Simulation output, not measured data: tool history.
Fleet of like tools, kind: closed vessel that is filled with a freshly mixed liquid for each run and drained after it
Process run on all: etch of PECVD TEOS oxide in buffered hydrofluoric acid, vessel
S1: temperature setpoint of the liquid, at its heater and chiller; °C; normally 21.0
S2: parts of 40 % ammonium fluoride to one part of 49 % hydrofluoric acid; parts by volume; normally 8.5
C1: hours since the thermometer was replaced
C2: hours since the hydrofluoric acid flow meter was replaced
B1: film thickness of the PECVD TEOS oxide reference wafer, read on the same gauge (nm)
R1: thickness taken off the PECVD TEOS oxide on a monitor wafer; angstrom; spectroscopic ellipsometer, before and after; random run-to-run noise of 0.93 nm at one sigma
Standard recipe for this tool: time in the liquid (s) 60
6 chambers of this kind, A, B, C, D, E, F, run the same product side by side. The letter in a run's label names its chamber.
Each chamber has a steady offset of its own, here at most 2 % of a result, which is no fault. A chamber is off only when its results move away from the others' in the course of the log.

Run 1C, day 0.475: usual settings; C1 542.3; C2 1388.1; B1 150.02. Result: R1 1036.10 angstrom.
Run 2F, day 0.925: usual settings; C1 872.7; C2 613.1; B1 150.03. Result: R1 1078.30 angstrom.
Run 3A, day 1.346: usual settings; C1 1161.4; C2 1425.1; B1 149.99. Result: R1 1060.90 angstrom.
Run 4B, day 1.892: usual settings; C1 530.4; C2 324.3; B1 149.95. Result: R1 1075.90 angstrom.
At day 2.067: chamber A: hydrofluoric acid flow meter replaced.
Run 5E, day 2.333: usual settings; C1 215.2; C2 602.8; B1 150.01. Result: R1 1065.90 angstrom.
Run 6D, day 2.725: usual settings; C1 359.3; C2 416.5; B1 149.99. Result: R1 1056.50 angstrom.
Run 7B, day 3.012: usual settings; C1 557.3; C2 351.2; B1 150.01. Result: R1 1079.10 angstrom.
At day 3.100: chamber D: hydrofluoric acid flow meter replaced.
Run 8A, day 3.483: usual settings; C1 1212.7; C2 34.0; B1 149.99. Result: R1 1059.70 angstrom.
Run 9F, day 4.021: usual settings but S1 25.5 °C, S2 7.5 parts by volume; C1 947.0; C2 687.4; B1 150.05. Result: R1 1558.10 angstrom.
Run 10D, day 4.521: usual settings but S1 25.5 °C, S2 7.5 parts by volume; C1 402.4; C2 34.2; B1 150.01. Result: R1 1575.70 angstrom.
Run 11C, day 5.017: usual settings but S1 25.5 °C, S2 7.5 parts by volume; C1 651.3; C2 1497.1; B1 149.98. Result: R1 1526.80 angstrom.
At day 5.267: chamber B: thermometer replaced.
Run 12E, day 5.404: usual settings but S1 25.5 °C, S2 7.5 parts by volume; C1 288.9; C2 676.5; B1 149.99. Result: R1 1583.10 angstrom.
Run 13F, day 5.662: usual settings but S1 25.5 °C, S2 7.5 parts by volume; C1 986.4; C2 726.8; B1 149.99. Result: R1 1544.50 angstrom.
Run 14C, day 6.017: usual settings but S1 25.5 °C, S2 7.5 parts by volume; C1 675.3; C2 1521.1; B1 149.98. Result: R1 1511.50 angstrom.
At day 6.192: chamber C: hydrofluoric acid flow meter replaced.
At day 6.279: chamber F: hydrofluoric acid flow meter replaced.
Run 15E, day 6.462: usual settings; C1 314.3; C2 701.9; B1 150.05. Result: R1 1050.30 angstrom.
Run 16B, day 6.888: usual settings but S2 7.5 parts by volume, time in the liquid (s) 90; C1 38.9; C2 444.2; B1 149.99. Result: R1 1852.50 angstrom.
Run 17D, day 7.212: usual settings but S2 7.5 parts by volume, time in the liquid (s) 90; C1 467.0; C2 98.8; B1 150.00. Result: R1 1834.50 angstrom.
Run 18A, day 7.538: usual settings but S2 7.5 parts by volume, time in the liquid (s) 90; C1 1310.0; C2 131.3; B1 149.97. Result: R1 1821.80 angstrom.
Run 19E, day 7.867: usual settings but S2 7.5 parts by volume, time in the liquid (s) 90; C1 348.0; C2 735.6; B1 150.01. Result: R1 1825.80 angstrom.
Run 20F, day 8.267: usual settings but S2 7.5 parts by volume, time in the liquid (s) 90; C1 1048.9; C2 47.8; B1 149.96. Result: R1 1841.30 angstrom.
Run 21B, day 8.746: usual settings but S2 7.5 parts by volume, time in the liquid (s) 90; C1 83.5; C2 488.8; B1 149.99. Result: R1 1834.40 angstrom.
Run 22C, day 9.129: usual settings; C1 750.0; C2 70.5; B1 149.97. Result: R1 1006.10 angstrom.
Run 23A, day 9.675: usual settings but S2 5.0 parts by volume, time in the liquid (s) 30; C1 1361.3; C2 182.6; B1 150.01. Result: R1 879.26 angstrom.
Run 24D, day 10.104: usual settings but S2 5.0 parts by volume, time in the liquid (s) 30; C1 536.4; C2 168.2; B1 149.98. Result: R1 883.40 angstrom.
Run 25B, day 10.629: usual settings but S2 5.0 parts by volume, time in the liquid (s) 30; C1 128.7; C2 534.0; B1 150.04. Result: R1 884.82 angstrom.
At day 10.712: chamber F: thermometer replaced.
Run 26D, day 11.129: usual settings but S2 5.0 parts by volume, time in the liquid (s) 30; C1 561.0; C2 192.8; B1 149.95. Result: R1 879.23 angstrom.
Run 27C, day 11.596: usual settings but S2 5.0 parts by volume, time in the liquid (s) 30; C1 809.2; C2 129.7; B1 150.00. Result: R1 803.13 angstrom.
Run 28E, day 12.025: usual settings but S2 5.0 parts by volume, time in the liquid (s) 30; C1 447.8; C2 835.4; B1 150.01. Result: R1 884.92 angstrom.
Run 29F, day 12.350: usual settings; C1 39.3; C2 145.8; B1 149.97. Result: R1 1071.90 angstrom.
Run 30A, day 12.617: usual settings; C1 1431.9; C2 253.2; B1 150.00. Result: R1 1066.60 angstrom.
Run 31A, day 12.996: usual settings; C1 1441.0; C2 262.3; B1 150.06. Result: R1 1071.30 angstrom.
Run 32D, day 13.508: usual settings; C1 618.1; C2 249.9; B1 150.02. Result: R1 1063.60 angstrom.
Run 33E, day 14.012: usual settings; C1 495.5; C2 883.1; B1 150.00. Result: R1 1042.50 angstrom.
Run 34C, day 14.375: usual settings; C1 875.9; C2 196.4; B1 150.04. Result: R1 953.79 angstrom.
Run 35B, day 14.646: usual settings; C1 225.1; C2 630.4; B1 149.98. Result: R1 1067.10 angstrom.
Run 36F, day 14.946: usual settings; C1 101.6; C2 208.1; B1 150.01. Result: R1 1064.10 angstrom.
Run 37B, day 15.367: usual settings; C1 242.4; C2 647.7; B1 149.99. Result: R1 1071.30 angstrom.
Run 38C, day 15.854: usual settings; C1 911.4; C2 231.9; B1 150.02. Result: R1 930.50 angstrom.

Next, all 6 chambers run the settings below, one line each with question marks for the results. What does each chamber give?
Run 39A, day 16.246: usual settings. Result: R1 ?.
Run 39B, day 16.246: usual settings. Result: R1 ?.
Run 39C, day 16.246: usual settings. Result: R1 ?.
Run 39D, day 16.246: usual settings. Result: R1 ?.
Run 39E, day 16.246: usual settings. Result: R1 ?.
Run 39F, day 16.246: usual settings. Result: R1 ?.

run       R1
39A  1068.50
39B  1075.40
39C   944.81
39D  1077.20
39E  1058.10
39F  1085.90

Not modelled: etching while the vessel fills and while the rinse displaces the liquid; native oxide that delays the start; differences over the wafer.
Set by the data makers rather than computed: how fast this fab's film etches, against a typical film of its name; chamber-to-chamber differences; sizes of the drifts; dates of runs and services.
